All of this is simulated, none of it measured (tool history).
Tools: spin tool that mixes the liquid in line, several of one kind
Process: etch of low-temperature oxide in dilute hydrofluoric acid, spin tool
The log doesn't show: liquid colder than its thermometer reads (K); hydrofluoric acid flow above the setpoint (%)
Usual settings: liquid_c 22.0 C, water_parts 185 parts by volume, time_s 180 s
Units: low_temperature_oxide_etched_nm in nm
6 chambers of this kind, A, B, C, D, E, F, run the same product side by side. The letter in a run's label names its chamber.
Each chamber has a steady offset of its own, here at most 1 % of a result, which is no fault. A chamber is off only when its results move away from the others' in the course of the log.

run   hour  liquid_c  water_parts  time_s  hours since the thermometer was replaced  hours since the hydrofluoric acid flow meter was replaced  read-back film thickness of the low-temperature oxide reference wafer, read on the same gauge (nm)  low_temperature_oxide_etched_nm
 1F    5.2      22.0          185     180                                     497.9                                                      538.1                                                                                              40.035                           29.049
 2B    8.6      22.0          185     180                                     663.4                                                      845.9                                                                                              40.025                           28.434
 3A   12.6      22.0          185     180                                     267.3                                                     1169.0                                                                                              40.008                           29.258
 4D   17.4      22.0          185     180                                     485.7                                                      288.4                                                                                              39.995                           28.497
 5E   23.7      22.0          185     180                                     923.0                                                     1588.4                                                                                              40.010                           29.198
 6C   29.0      22.0          185     180                                    1294.4                                                      174.2                                                                                              39.977                           28.919
 7E   34.1      22.0          185     180                                     933.4                                                     1598.8                                                                                              39.970                           29.324
 8C   37.1      22.0          185     180                                    1302.5                                                      182.3                                                                                              39.999                           28.654
 9B   42.4      22.0          185     180                                     697.2                                                      879.7                                                                                              39.992                           28.345
10A   46.6      22.0          140     215                                     301.3                                                     1203.0                                                                                              39.989                           48.438
11D   52.4      22.0          140     215                                     520.7                                                      323.4                                                                                              39.998                           47.651
12F   56.0      22.0          140     215                                     548.7                                                      588.9                                                                                              39.980                           46.906
13D   59.3      22.0          140     215                                     527.6                                                      330.3                                                                                              39.996                           47.219
      60.5  -- chamber F: thermometer replaced
14F   65.1      22.0          140     215                                       4.6                                                      598.0                                                                                              39.988                           47.773
15A   70.5      22.0          140     215                                     325.2                                                     1226.9                                                                                              40.003                           49.608
      71.4  -- chamber B: thermometer replaced
16E   74.0      22.0          185     180                                     973.3                                                     1638.7                                                                                              39.997                           29.382
17C   77.9      22.0          185     180                                    1343.3                                                      223.1                                                                                              40.015                           28.968
18B   82.1      22.0          185     180                                      10.8                                                      919.4                                                                                              39.999                           28.864
19B   88.5      22.0          185     180                                      17.2                                                      925.8                                                                                              40.002                           28.546
20A   92.3      19.5          270     180                                     347.0                                                     1248.7                                                                                              39.980                           17.182
21D   95.2      19.5          270     180                                     563.5                                                      366.2                                                                                              40.001                           16.476
22E   99.1      19.5          270     180                                     998.4                                                     1663.8                                                                                              40.017                           16.521
23C  104.5      19.5          270     180                                    1369.9                                                      249.7                                                                                              39.995                           16.569
24F  110.9      19.5          270     180                                      50.4                                                      643.8                                                                                              40.002                           16.932
25E  115.6      19.5          270     180                                    1014.9                                                     1680.3                                                                                              39.998                           16.815
26D  119.2      22.0          185     180                                     587.5                                                      390.2                                                                                              40.011                           28.606
27A  125.1      22.0          185     180                                     379.8                                                     1281.5                                                                                              40.030                           30.319
28B  129.8      22.0          185     180                                      58.5                                                      967.1                                                                                              39.983                           28.712
29F  135.2      22.0          185     180                                      74.7                                                      668.1                                                                                              40.019                           28.967
30C  141.3      22.0          185     180                                    1406.7                                                      286.5                                                                                              39.987                           28.571
31E  147.9      22.0          185     180                                    1047.2                                                     1712.6                                                                                              39.973                           29.224
32A  151.9      17.5          185     180                                     406.6                                                     1308.3                                                                                              39.988                           25.559
33D  157.3      17.5          185     180                                     625.6                                                      428.3                                                                                              40.000                           24.128
34F  160.8      17.5          185     180                                     100.3                                                      693.7                                                                                              39.987                           24.767
35B  164.2      17.5          185     180                                      92.9                                                     1001.5                                                                                              39.987                           24.194
36C  169.4      17.5          185     180                                    1434.8                                                      314.6                                                                                              40.025                           24.146
37B  174.5      17.5          185     180                                     103.2                                                     1011.8                                                                                              40.007                           24.586
38F  178.3      22.0          185     180                                     117.8                                                      711.2                                                                                              40.002                           28.829
39A  184.5      19.0          185     260                                     439.2                                                     1340.9                                                                                              40.011                           39.602
40C  188.1      19.0          185     260                                    1453.5                                                      333.3                                                                                              39.981                           37.243
41E  191.1      19.0          185     260                                    1090.4                                                     1755.8                                                                                              39.988                           37.255

What goes on in this fleet: one chamber off, a drifting gauge, or nothing beyond the chambers' own small offsets? Name the chamber and the cause, if any.

Chamber A drifts away from the others.
Cause: hydrofluoric acid flow above the setpoint (%) = 7.12.
The log may not tell that from: liquid hotter than its thermometer reads (K).

Here are 4 candidates for chamber A's next run, each the usual settings with a change, their results left as question marks. Which one brings its results back in line with what the others give on the usual settings?
In line means no further than this from the other chambers' mean on the usual settings: low_temperature_oxide_etched_nm 0.850 nm
42A-1  195.9      21.5          210     180                                                                                                                                                                                                                                         ?
42A-2  195.9      22.0          185     165                                                                                                                                                                                                                                         ?
42A-3  195.9      22.0          180     190                                                                                                                                                                                                                                         ?
42A-4  195.9      22.0          185     210                                                                                                                                                                                                                                         ?

The other chambers' mean on the usual settings: low_temperature_oxide_etched_nm 28.902 nm
  run  low_temperature_oxide_etched_nm
42A-1                           26.833
42A-2                           29.151
42A-3                           34.666
42A-4                           37.102
42A-2 brings the chamber back in line.
